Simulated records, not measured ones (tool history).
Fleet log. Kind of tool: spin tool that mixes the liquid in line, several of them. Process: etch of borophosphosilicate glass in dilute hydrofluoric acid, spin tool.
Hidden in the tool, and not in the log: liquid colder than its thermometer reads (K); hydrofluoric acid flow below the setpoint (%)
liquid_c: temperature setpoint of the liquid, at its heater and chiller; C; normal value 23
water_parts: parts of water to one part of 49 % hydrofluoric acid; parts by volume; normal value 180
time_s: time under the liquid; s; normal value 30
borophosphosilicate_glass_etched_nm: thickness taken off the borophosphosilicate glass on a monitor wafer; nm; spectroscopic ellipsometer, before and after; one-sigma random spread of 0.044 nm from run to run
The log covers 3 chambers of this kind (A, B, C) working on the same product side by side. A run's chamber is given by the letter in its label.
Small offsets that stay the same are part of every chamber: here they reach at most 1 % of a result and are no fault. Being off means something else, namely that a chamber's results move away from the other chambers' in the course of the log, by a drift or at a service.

| run | hour | liquid_c | water_parts | time_s | hours since the thermometer was replaced | hours since the hydrofluoric acid flow meter was replaced | read-back film thickness of the borophosphosilicate glass reference wafer, read on the same gauge (nm) | borophosphosilicate_glass_etched_nm |
|---|---|---|---|---|---|---|---|---|
| 1B | 8.4 | 23 | 180 | 30 | 405.5 | 216.9 | 70.007 | 5.4175 |
| 2A | 16.7 | 23 | 180 | 30 | 878.6 | 51.8 | 70.01 | 5.4428 |
| 3C | 26.4 | 23 | 180 | 30 | 2335.1 | 258.2 | 69.966 | 5.3756 |
| 4A | 36.2 | 23 | 180 | 30 | 898.1 | 71.3 | 69.994 | 5.4418 |
| 5C | 47.8 | 26 | 210 | 30 | 2356.5 | 279.6 | 69.956 | 4.9852 |
| 6B | 53.6 | 26 | 210 | 30 | 450.7 | 262.1 | 70.008 | 5.0294 |
| 7A | 61.8 | 26 | 210 | 30 | 923.7 | 96.9 | 70.004 | 4.9783 |
| 8B | 72.2 | 23 | 125 | 30 | 469.3 | 280.7 | 69.986 | 8.2198 |
| 9C | 80.5 | 23 | 125 | 30 | 2389.2 | 312.3 | 69.995 | 8.2014 |
| 10B | 86.4 | 23 | 125 | 30 | 483.5 | 294.9 | 69.977 | 8.3072 |
| 11A | 93 | 23 | 180 | 30 | 954.9 | 128.1 | 70.002 | 5.4175 |
| 12C | 103.3 | 23 | 180 | 30 | 2412 | 335.1 | 70.006 | 5.3534 |
| 13B | 114.6 | 23 | 180 | 45 | 511.7 | 323.1 | 69.94 | 7.8862 |
| 14C | 124.7 | 23 | 180 | 45 | 2433.4 | 356.5 | 69.98 | 8.0249 |
| 15A | 130.8 | 23 | 180 | 45 | 992.7 | 165.9 | 70.005 | 8.0795 |
| 16A | 141.1 | 20 | 180 | 30 | 1003 | 176.2 | 70.006 | 4.7857 |
| 17C | 150.2 | 20 | 180 | 30 | 2458.9 | 382 | 69.946 | 4.7253 |
| 18B | 160 | 20 | 180 | 30 | 557.1 | 368.5 | 69.99 | 4.5942 |
| 19A | 167.9 | 25 | 180 | 20 | 1029.8 | 203 | 69.99 | 3.9404 |
| 20C | 173.4 | 25 | 180 | 20 | 2482.1 | 405.2 | 70.004 | 3.8174 |
|  | 176.2 | chamber A: thermometer replaced |
| 21B | 178.6 | 25 | 180 | 20 | 575.7 | 387.1 | 70.007 | 3.697 |
| 22A | 184.5 | 23 | 230 | 30 | 8.3 | 219.6 | 69.976 | 4.0495 |
| 23C | 192.5 | 23 | 230 | 30 | 2501.2 | 424.3 | 69.982 | 3.9862 |
| 24B | 199.3 | 23 | 230 | 30 | 596.4 | 407.8 | 70.009 | 3.7721 |
| 25A | 206.8 | 23 | 180 | 30 | 30.6 | 241.9 | 69.985 | 5.3902 |
| 26B | 217.9 | 19 | 180 | 30 | 615 | 426.4 | 70.007 | 4.3052 |
| 27C | 228.4 | 19 | 180 | 30 | 2537.1 | 460.2 | 69.977 | 4.5666 |
| 28A | 239.8 | 19 | 180 | 30 | 63.6 | 274.9 | 70 | 4.5415 |
| 29C | 248.2 | 23 | 180 | 30 | 2556.9 | 480 | 70.046 | 5.3253 |
| 30B | 256.3 | 23 | 180 | 30 | 653.4 | 464.8 | 69.992 | 4.9045 |
| 31A | 261.9 | 23 | 180 | 30 | 85.7 | 297 | 70.046 | 5.3248 |
| 32C | 269.3 | 23 | 180 | 30 | 2578 | 501.1 | 69.966 | 5.328 |
| 33B | 278.7 | 23 | 95 | 45 | 675.8 | 487.2 | 69.959 | 15.458 |

All 3 chambers run these settings next. Forecast each chamber's results:
| 34A | 287.2 | 23 | 230 | 30 |  |  |  | ? |
| 34B | 287.2 | 23 | 230 | 30 |  |  |  | ? |
| 34C | 287.2 | 23 | 230 | 30 |  |  |  | ? |

| run | borophosphosilicate_glass_etched_nm |
|---|---|
| 34A | 4.0118 |
| 34B | 3.546 |
| 34C | 3.9694 |

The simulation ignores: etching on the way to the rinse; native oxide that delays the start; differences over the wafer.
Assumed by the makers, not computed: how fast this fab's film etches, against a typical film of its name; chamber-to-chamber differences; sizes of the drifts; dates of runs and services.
